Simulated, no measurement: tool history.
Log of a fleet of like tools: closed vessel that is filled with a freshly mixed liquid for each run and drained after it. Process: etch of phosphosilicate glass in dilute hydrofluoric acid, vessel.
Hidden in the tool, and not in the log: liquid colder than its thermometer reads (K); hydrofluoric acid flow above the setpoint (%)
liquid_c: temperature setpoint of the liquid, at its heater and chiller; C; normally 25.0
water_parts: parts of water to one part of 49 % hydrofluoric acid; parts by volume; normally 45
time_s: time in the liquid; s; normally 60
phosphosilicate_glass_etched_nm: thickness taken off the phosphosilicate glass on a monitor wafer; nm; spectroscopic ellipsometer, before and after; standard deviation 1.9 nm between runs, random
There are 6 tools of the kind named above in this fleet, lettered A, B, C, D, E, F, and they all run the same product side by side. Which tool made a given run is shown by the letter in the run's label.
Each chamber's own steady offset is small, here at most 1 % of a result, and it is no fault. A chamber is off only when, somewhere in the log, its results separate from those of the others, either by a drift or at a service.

| run | hour | liquid_c | water_parts | time_s | hours since the thermometer was replaced | hours since the hydrofluoric acid flow meter was replaced | read-back film thickness of the phosphosilicate glass reference wafer, read on the same gauge (nm) | phosphosilicate_glass_etched_nm |
|---|---|---|---|---|---|---|---|---|
| 1B | 4.9 | 25.0 | 45 | 60 | 986.3 | 115.5 | 120.01 | 283.92 |
| 2E | 14.1 | 25.0 | 45 | 60 | 1320.6 | 1371.0 | 119.99 | 290.24 |
| 3C | 20.6 | 25.0 | 45 | 60 | 1618.7 | 579.0 | 120.01 | 289.40 |
| 4A | 27.1 | 25.0 | 45 | 60 | 820.6 | 798.9 | 119.99 | 285.50 |
| 5D | 35.9 | 25.0 | 45 | 60 | 1068.9 | 1054.3 | 119.98 | 287.65 |
| 6F | 40.9 | 25.0 | 45 | 60 | 720.3 | 67.1 | 120.01 | 291.07 |
| 7B | 48.0 | 25.0 | 45 | 60 | 1029.4 | 158.6 | 119.95 | 284.87 |
| 8D | 54.5 | 25.0 | 45 | 60 | 1087.5 | 1072.9 | 119.99 | 291.18 |
| 9A | 63.5 | 25.0 | 45 | 60 | 857.0 | 835.3 | 120.01 | 286.37 |
|  | 70.7 | chamber D: hydrofluoric acid flow meter replaced |
| 10C | 73.6 | 25.0 | 45 | 60 | 1671.7 | 632.0 | 120.01 | 289.84 |
| 11E | 82.3 | 25.0 | 45 | 60 | 1388.8 | 1439.2 | 120.02 | 288.50 |
|  | 85.5 | chamber B: thermometer replaced |
| 12F | 93.2 | 25.0 | 55 | 60 | 772.6 | 119.4 | 119.99 | 232.34 |
| 13B | 103.1 | 25.0 | 55 | 60 | 17.7 | 213.7 | 120.00 | 233.30 |
| 14F | 109.3 | 25.0 | 55 | 60 | 788.7 | 135.5 | 120.04 | 234.75 |
| 15D | 115.4 | 25.0 | 55 | 60 | 1148.4 | 44.8 | 120.01 | 232.20 |
| 16E | 123.4 | 25.0 | 55 | 60 | 1429.9 | 1480.3 | 119.98 | 229.97 |
| 17A | 129.3 | 25.0 | 55 | 60 | 922.8 | 901.1 | 119.94 | 231.86 |
| 18C | 138.0 | 23.5 | 30 | 60 | 1736.1 | 696.4 | 119.99 | 414.30 |
| 19A | 145.4 | 23.5 | 30 | 60 | 938.9 | 917.2 | 120.02 | 409.56 |
| 20D | 151.7 | 23.5 | 30 | 60 | 1184.7 | 81.1 | 119.98 | 415.12 |
| 21F | 159.1 | 23.5 | 30 | 60 | 838.5 | 185.3 | 119.98 | 416.79 |
| 22C | 168.9 | 23.5 | 30 | 60 | 1767.0 | 727.3 | 120.03 | 407.52 |
|  | 169.7 | chamber E: hydrofluoric acid flow meter replaced |
| 23B | 177.2 | 23.5 | 30 | 60 | 91.8 | 287.8 | 120.03 | 411.69 |
| 24E | 183.9 | 25.0 | 45 | 60 | 1490.4 | 14.3 | 119.94 | 283.60 |
| 25E | 190.7 | 25.0 | 55 | 60 | 1497.2 | 21.1 | 119.98 | 226.04 |
| 26F | 198.0 | 25.0 | 55 | 60 | 877.4 | 224.2 | 119.97 | 235.51 |
| 27A | 208.6 | 25.0 | 55 | 60 | 1002.1 | 980.4 | 119.96 | 230.69 |
| 28D | 215.4 | 25.0 | 55 | 60 | 1248.4 | 144.8 | 119.98 | 231.67 |
| 29C | 220.8 | 25.0 | 55 | 60 | 1818.9 | 779.2 | 120.01 | 233.53 |
| 30B | 228.2 | 25.0 | 55 | 60 | 142.8 | 338.8 | 120.00 | 233.97 |
| 31B | 236.5 | 25.0 | 45 | 60 | 151.1 | 347.1 | 120.04 | 288.33 |
| 32D | 247.6 | 25.0 | 45 | 60 | 1280.6 | 177.0 | 119.97 | 286.56 |
| 33C | 257.3 | 25.0 | 45 | 60 | 1855.4 | 815.7 | 120.00 | 290.66 |
| 34E | 264.6 | 26.5 | 30 | 60 | 1571.1 | 95.0 | 120.01 | 441.47 |
| 35F | 274.0 | 26.5 | 30 | 60 | 953.4 | 300.2 | 120.00 | 475.69 |
| 36A | 283.3 | 26.5 | 30 | 60 | 1076.8 | 1055.1 | 119.97 | 464.15 |
| 37F | 291.6 | 26.5 | 30 | 60 | 971.0 | 317.8 | 120.00 | 478.37 |
| 38E | 298.0 | 26.5 | 30 | 60 | 1604.5 | 128.4 | 119.97 | 447.10 |
| 39C | 303.5 | 26.5 | 30 | 60 | 1901.6 | 861.9 | 120.06 | 467.90 |
| 40B | 313.0 | 22.0 | 45 | 60 | 227.6 | 423.6 | 119.98 | 253.50 |
| 41A | 320.9 | 22.0 | 45 | 60 | 1114.4 | 1092.7 | 119.98 | 254.83 |

All 6 chambers run these settings next. Forecast each chamber's results:
| 42A | 329.0 | 30.0 | 45 | 60 |  |  |  | ? |
| 42B | 329.0 | 30.0 | 45 | 60 |  |  |  | ? |
| 42C | 329.0 | 30.0 | 45 | 60 |  |  |  | ? |
| 42D | 329.0 | 30.0 | 45 | 60 |  |  |  | ? |
| 42E | 329.0 | 30.0 | 45 | 60 |  |  |  | ? |
| 42F | 329.0 | 30.0 | 45 | 60 |  |  |  | ? |

| run | phosphosilicate_glass_etched_nm |
|---|---|
| 42A | 349.99 |
| 42B | 352.10 |
| 42C | 351.34 |
| 42D | 351.50 |
| 42E | 328.29 |
| 42F | 353.59 |

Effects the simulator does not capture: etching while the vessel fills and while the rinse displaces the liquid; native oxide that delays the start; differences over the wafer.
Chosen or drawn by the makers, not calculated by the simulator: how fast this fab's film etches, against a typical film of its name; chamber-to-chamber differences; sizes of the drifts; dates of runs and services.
